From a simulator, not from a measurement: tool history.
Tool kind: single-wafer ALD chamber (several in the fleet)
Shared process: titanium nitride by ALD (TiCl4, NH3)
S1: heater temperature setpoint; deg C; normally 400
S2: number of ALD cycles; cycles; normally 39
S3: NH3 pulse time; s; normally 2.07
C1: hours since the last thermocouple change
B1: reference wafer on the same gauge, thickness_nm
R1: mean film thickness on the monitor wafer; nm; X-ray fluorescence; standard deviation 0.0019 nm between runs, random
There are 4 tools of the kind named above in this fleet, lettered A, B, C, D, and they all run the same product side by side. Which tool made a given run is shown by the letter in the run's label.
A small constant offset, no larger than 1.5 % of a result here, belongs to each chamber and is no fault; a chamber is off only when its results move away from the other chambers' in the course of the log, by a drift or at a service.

Run 1B, hour 4.2: usual settings; C1 724.5; B1 0.88093. Result: R1 0.85372 nm.
Run 2C, hour 9.3: usual settings; C1 1262.5; B1 0.88112. Result: R1 0.86987 nm.
Run 3D, hour 14: usual settings; C1 1080; B1 0.88118. Result: R1 0.87142 nm.
Run 4A, hour 19.1: usual settings; C1 2341; B1 0.88064. Result: R1 0.87009 nm.
Run 5B, hour 23.6: usual settings; C1 743.9; B1 0.88125. Result: R1 0.85449 nm.
Run 6A, hour 27.9: usual settings; C1 2349.8; B1 0.88097. Result: R1 0.86924 nm.
Run 7C, hour 32.2: usual settings; C1 1285.4; B1 0.88095. Result: R1 0.86232 nm.
Run 8D, hour 37: usual settings; C1 1103; B1 0.88057. Result: R1 0.87165 nm.
Run 9C, hour 43.1: usual settings but S2 46 cycles; C1 1296.3; B1 0.88095. Result: R1 1.0228 nm.
Run 10A, hour 48.6: usual settings but S2 46 cycles; C1 2370.5; B1 0.88144. Result: R1 1.0272 nm.
Run 11B, hour 54.4: usual settings but S2 46 cycles; C1 774.7; B1 0.88105. Result: R1 1.0104 nm.
Run 12D, hour 57.4: usual settings but S2 46 cycles; C1 1123.4; B1 0.88097. Result: R1 1.0255 nm.
Run 13D, hour 63.5: usual settings; C1 1129.5; B1 0.881. Result: R1 0.87259 nm.
Run 14B, hour 68.3: usual settings; C1 788.6; B1 0.88073. Result: R1 0.85547 nm.
Run 15A, hour 74.6: usual settings but S1 395 deg C, S2 46 cycles; C1 2396.5; B1 0.88039. Result: R1 1.0191 nm.
Run 16C, hour 78.6: usual settings but S1 395 deg C, S2 46 cycles; C1 1331.8; B1 0.88099. Result: R1 1.0193 nm.
Run 17C, hour 83.8: usual settings but S1 395 deg C, S2 46 cycles; C1 1337; B1 0.88105. Result: R1 1.0206 nm.
Run 18B, hour 87.8: usual settings but S1 395 deg C, S2 46 cycles; C1 808.1; B1 0.88076. Result: R1 1.0042 nm.
Run 19D, hour 91.5: usual settings; C1 1157.5; B1 0.88077. Result: R1 0.8706 nm.
Run 20A, hour 95.9: usual settings; C1 2417.8; B1 0.88088. Result: R1 0.87383 nm.
Run 21D, hour 101.9: usual settings; C1 1167.9; B1 0.88088. Result: R1 0.87378 nm.
Run 22C, hour 107.4: usual settings; C1 1360.6; B1 0.88077. Result: R1 0.86338 nm.
Run 23A, hour 113.7: usual settings; C1 2435.6; B1 0.88065. Result: R1 0.87087 nm.
Run 24B, hour 117.4: usual settings; C1 837.7; B1 0.8815. Result: R1 0.85421 nm.
Run 25D, hour 123.3: usual settings; C1 1189.3; B1 0.88089. Result: R1 0.87058 nm.
Run 26A, hour 130: usual settings; C1 2451.9; B1 0.88117. Result: R1 0.87199 nm.
Run 27C, hour 136.3: usual settings but S1 411 deg C; C1 1389.5; B1 0.88083. Result: R1 0.86661 nm.
Run 28B, hour 139.3: usual settings but S1 411 deg C; C1 859.6; B1 0.8812. Result: R1 0.8593 nm.

Read the log: is a single chamber off, either drifting away or since a service, is the gauge that measures every chamber drifting, or is nothing wrong beyond small per-chamber offsets? Name any odd chamber and what most likely caused it.

All chambers stay in line apart from their small fixed offsets, and the gauge does not drift.
